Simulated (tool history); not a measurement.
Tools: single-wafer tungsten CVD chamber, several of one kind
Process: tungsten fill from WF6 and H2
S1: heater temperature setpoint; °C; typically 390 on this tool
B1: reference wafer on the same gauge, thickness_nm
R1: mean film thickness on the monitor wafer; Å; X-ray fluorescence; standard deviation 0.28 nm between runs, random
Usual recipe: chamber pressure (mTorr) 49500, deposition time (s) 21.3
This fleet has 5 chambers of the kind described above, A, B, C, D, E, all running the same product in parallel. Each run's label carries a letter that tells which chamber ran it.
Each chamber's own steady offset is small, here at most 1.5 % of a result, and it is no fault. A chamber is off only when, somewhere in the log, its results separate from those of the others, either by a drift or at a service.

Run 1E, day 0.246: usual settings; B1 70.074. Result: R1 647.3 Å.
Run 2A, day 0.525: usual settings; B1 70.106. Result: R1 645.58 Å.
Run 3D, day 1.017: usual settings; B1 70.081. Result: R1 645.99 Å.
Run 4C, day 1.4: usual settings; B1 70.133. Result: R1 647.24 Å.
Run 5B, day 1.912: usual settings; B1 70.066. Result: R1 656.7 Å.
Run 6D, day 2.425: usual settings; B1 70.061. Result: R1 640.26 Å.
Run 7A, day 2.692: usual settings; B1 70.017. Result: R1 647.35 Å.
Run 8E, day 3.096: usual settings; B1 70.219. Result: R1 645.72 Å.
Run 9B, day 3.588: usual settings but chamber pressure (mTorr) 55100, deposition time (s) 19.6; B1 70.124. Result: R1 629.71 Å.
Run 10C, day 3.838: usual settings but chamber pressure (mTorr) 55100, deposition time (s) 19.6; B1 70.104. Result: R1 627.28 Å.
Run 11A, day 4.158: usual settings but chamber pressure (mTorr) 55100, deposition time (s) 19.6; B1 70.099. Result: R1 626.82 Å.
Run 12D, day 4.675: usual settings but chamber pressure (mTorr) 55100, deposition time (s) 19.6; B1 70.155. Result: R1 622.1 Å.
Run 13B, day 5.146: usual settings but chamber pressure (mTorr) 55100, deposition time (s) 19.6; B1 70.13. Result: R1 635.95 Å.
Run 14C, day 5.475: usual settings; B1 70.074. Result: R1 642.3 Å.
Run 15E, day 5.908: usual settings; B1 70.141. Result: R1 648.1 Å.
At day 6.321: chamber A: capacitance manometer re-zeroed and calibrated.
Run 16B, day 6.421: usual settings; B1 70.123. Result: R1 653.33 Å.
Run 17A, day 6.729: usual settings; B1 70.036. Result: R1 650.65 Å.
Run 18C, day 7.238: usual settings but S1 385 °C, chamber pressure (mTorr) 40500; B1 70.107. Result: R1 533.03 Å.
Run 19D, day 7.662: usual settings but S1 385 °C, chamber pressure (mTorr) 40500; B1 70.114. Result: R1 530.74 Å.
Run 20E, day 8.083: usual settings but S1 385 °C, chamber pressure (mTorr) 40500; B1 70.053. Result: R1 533.66 Å.
Run 21D, day 8.467: usual settings but S1 385 °C, chamber pressure (mTorr) 40500; B1 70.042. Result: R1 531.18 Å.
Run 22A, day 8.896: usual settings but S1 385 °C, chamber pressure (mTorr) 40500; B1 70.106. Result: R1 534.35 Å.
Run 23E, day 9.208: usual settings; B1 70.11. Result: R1 643.35 Å.
Run 24C, day 9.479: usual settings; B1 70.081. Result: R1 637.24 Å.
Run 25B, day 9.879: usual settings but S1 380 °C; B1 70.104. Result: R1 536.43 Å.
At day 9.958: chamber A: thermocouple changed; heater temperature recalibrated.
Run 26E, day 10.2: usual settings but S1 380 °C; B1 70.054. Result: R1 529.48 Å.
Run 27C, day 10.504: usual settings but S1 380 °C; B1 70.116. Result: R1 518.82 Å.
Run 28D, day 10.858: usual settings but S1 380 °C; B1 70.186. Result: R1 525.82 Å.
Run 29A, day 11.092: usual settings but S1 380 °C; B1 70.028. Result: R1 532.41 Å.
Run 30B, day 11.588: usual settings; B1 70.072. Result: R1 653.07 Å.
Run 31A, day 12.121: usual settings; B1 70.045. Result: R1 648.96 Å.
Run 32E, day 12.592: usual settings; B1 70.123. Result: R1 645.33 Å.
Run 33C, day 13.033: usual settings; B1 70.126. Result: R1 631.12 Å.
Run 34D, day 13.333: usual settings; B1 70.005. Result: R1 644.63 Å.
Run 35B, day 13.729: usual settings but S1 398 °C; B1 70.098. Result: R1 765 Å.
Run 36C, day 14.225: usual settings but S1 398 °C; B1 70.088. Result: R1 736.2 Å.
Run 37B, day 14.662: usual settings but S1 398 °C; B1 70.073. Result: R1 759.81 Å.
Run 38E, day 15.146: usual settings but S1 398 °C; B1 70.081. Result: R1 746.69 Å.
Run 39A, day 15.621: usual settings but S1 398 °C; B1 70.072. Result: R1 756.68 Å.
Run 40D, day 16.004: usual settings but S1 399 °C; B1 70.054. Result: R1 761.62 Å.
Run 41A, day 16.396: usual settings but S1 399 °C; B1 70.143. Result: R1 765.55 Å.

Does one chamber stand apart from the rest, does the shared gauge drift, or is all well apart from small per-chamber offsets? Give the chamber and the most likely cause, where there is one.

One chamber, C, drifts off from the rest bit by bit.
Cause: true pressure below the setpoint (%) = 7.72.
With only this log, it may be confused with: wafer temperature below the value expected at the setpoint (K).

Below are 4 candidate recipes for chamber C's next run, each the usual settings with a change, their results shown as question marks. Which of them brings C's results back in line with what the other chambers give on the usual settings?
In line here means within this much of the mean the other chambers give on the usual settings: R1 9.9 Å
Run 42C-1, day 16.783: usual settings but chamber pressure (mTorr) 49800, deposition time (s) 21.5. Result: R1 ?.
Run 42C-2, day 16.783: usual settings but deposition time (s) 22.1. Result: R1 ?.
Run 42C-3, day 16.783: usual settings but S1 389 °C, chamber pressure (mTorr) 49100, deposition time (s) 21.1. Result: R1 ?.
Run 42C-4, day 16.783: usual settings but chamber pressure (mTorr) 49200, deposition time (s) 21.1. Result: R1 ?.

Other chambers, usual settings, mean: R1 647.75 Å
  run      R1
42C-1  632.33
42C-2  648.25
42C-3  604.35
42C-4  617.06
42C-2 is the one that brings the chamber's results back in line with the other chambers.
